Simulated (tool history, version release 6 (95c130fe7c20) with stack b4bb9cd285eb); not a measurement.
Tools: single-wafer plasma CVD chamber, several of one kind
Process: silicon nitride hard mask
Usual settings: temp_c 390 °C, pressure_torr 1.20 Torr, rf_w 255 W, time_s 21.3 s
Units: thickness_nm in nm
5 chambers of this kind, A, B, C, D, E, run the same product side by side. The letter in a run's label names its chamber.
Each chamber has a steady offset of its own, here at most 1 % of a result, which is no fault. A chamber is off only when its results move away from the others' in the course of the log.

run,hour,temp_c,pressure_torr,rf_w,time_s,hours since the last thermocouple change,hours since the last RF generator calibration,hours since the last manometer calibration,"read-back reference wafer on the same gauge, thickness_nm",thickness_nm
1A,9.3,390,1.20,255,21.3,471.4,453.4,1751.1,17.907,20.071
2C,21.3,390,1.20,255,21.3,982.5,250.5,1014.5,17.908,20.307
# hour 23.0: chamber C: thermocouple changed; heater temperature recalibrated
3B,32.2,390,1.20,255,21.3,429.0,664.7,1648.8,17.906,20.165
# hour 32.5: chamber E: RF generator calibrated
4E,44.3,390,1.20,255,21.3,728.0,11.9,465.1,17.912,20.335
5D,52.6,390,1.20,255,21.3,1639.3,738.5,1014.3,17.910,20.164
6B,66.6,390,1.20,255,21.3,463.4,699.1,1683.2,17.917,20.138
7E,76.0,404,1.20,255,21.3,759.7,43.6,496.8,17.912,20.263
8C,87.3,404,1.20,255,21.3,64.4,316.5,1080.5,17.913,20.145
9D,94.9,404,1.20,255,21.3,1681.6,780.8,1056.6,17.915,20.149
10A,103.0,404,1.20,255,21.3,565.1,547.1,1844.8,17.924,19.926
11C,115.3,404,1.20,255,21.3,92.4,344.5,1108.5,17.925,20.184
12D,127.8,390,1.20,255,21.3,1714.5,813.7,1089.5,17.925,20.229
13E,134.3,390,1.20,255,21.3,818.0,101.9,555.1,17.927,20.429
14B,145.7,390,1.20,255,21.3,542.5,778.2,1762.3,17.934,20.195
15A,154.1,390,1.20,255,21.3,616.2,598.2,1895.9,17.935,20.020
16A,164.5,390,1.20,255,21.3,626.6,608.6,1906.3,17.929,20.077
17C,174.4,390,1.20,255,21.3,151.5,403.6,1167.6,17.928,20.347
18D,186.2,390,1.20,255,21.3,1772.9,872.1,1147.9,17.940,20.273
19B,195.3,390,1.20,255,21.3,592.1,827.8,1811.9,17.934,20.185
20E,206.1,390,1.20,255,21.3,889.8,173.7,626.9,17.944,20.454
21C,214.7,390,1.20,255,21.3,191.8,443.9,1207.9,17.941,20.373
22A,226.6,390,1.20,255,21.3,688.7,670.7,1968.4,17.943,20.074
23D,239.2,390,1.20,255,21.3,1825.9,925.1,1200.9,17.950,20.262
24E,250.9,390,1.20,255,18.6,934.6,218.5,671.7,17.953,17.844
25B,263.0,390,1.20,255,18.6,659.8,895.5,1879.6,17.959,17.638
# hour 271.9: chamber D: thermocouple changed; heater temperature recalibrated
26E,272.8,390,1.20,255,18.6,956.5,240.4,693.6,17.955,17.864
27D,286.3,390,1.20,255,18.6,14.5,972.2,1248.0,17.955,17.686
28C,297.1,390,1.20,255,18.6,274.2,526.3,1290.3,17.963,17.763
29B,305.6,390,1.20,255,21.3,702.4,938.1,1922.2,17.962,20.192
30A,318.5,390,1.20,255,21.3,780.6,762.6,2060.3,17.964,20.064
31A,328.7,379,1.20,230,21.3,790.8,772.8,2070.5,17.962,18.795
# hour 341.3: chamber B: capacitance manometer re-zeroed and calibrated
32D,342.8,379,1.20,230,21.3,71.0,1028.7,1304.5,17.970,19.021
33C,354.7,379,1.20,230,21.3,331.8,583.9,1347.9,17.972,19.005
34E,363.8,379,1.20,230,21.3,1047.5,331.4,784.6,17.970,19.142
35B,375.1,379,1.20,230,21.3,771.9,1007.6,33.9,17.976,18.947
# hour 380.2: chamber B: RF generator calibrated
36D,383.1,390,1.20,255,21.3,111.3,1069.0,1344.8,17.976,20.355
37C,395.8,390,1.20,255,21.3,372.9,625.0,1389.0,17.982,20.369
38E,402.0,390,1.20,255,21.3,1085.7,369.6,822.8,17.979,20.495
39B,416.1,390,1.20,255,21.3,812.9,35.9,74.9,17.984,20.273
40A,424.5,390,1.20,255,21.3,886.6,868.6,2166.3,17.987,20.107
41C,435.2,390,1.20,255,21.3,412.3,664.4,1428.4,17.989,20.388
42E,444.9,390,1.20,255,21.3,1128.6,412.5,865.7,17.997,20.507

All 5 chambers run these settings next. Forecast each chamber's results:
43A,455.1,390,0.97,255,21.3,,,,,?
43B,455.1,390,0.97,255,21.3,,,,,?
43C,455.1,390,0.97,255,21.3,,,,,?
43D,455.1,390,0.97,255,21.3,,,,,?
43E,455.1,390,0.97,255,21.3,,,,,?

run,thickness_nm
43A,18.769
43B,18.841
43C,18.994
43D,18.963
43E,19.006
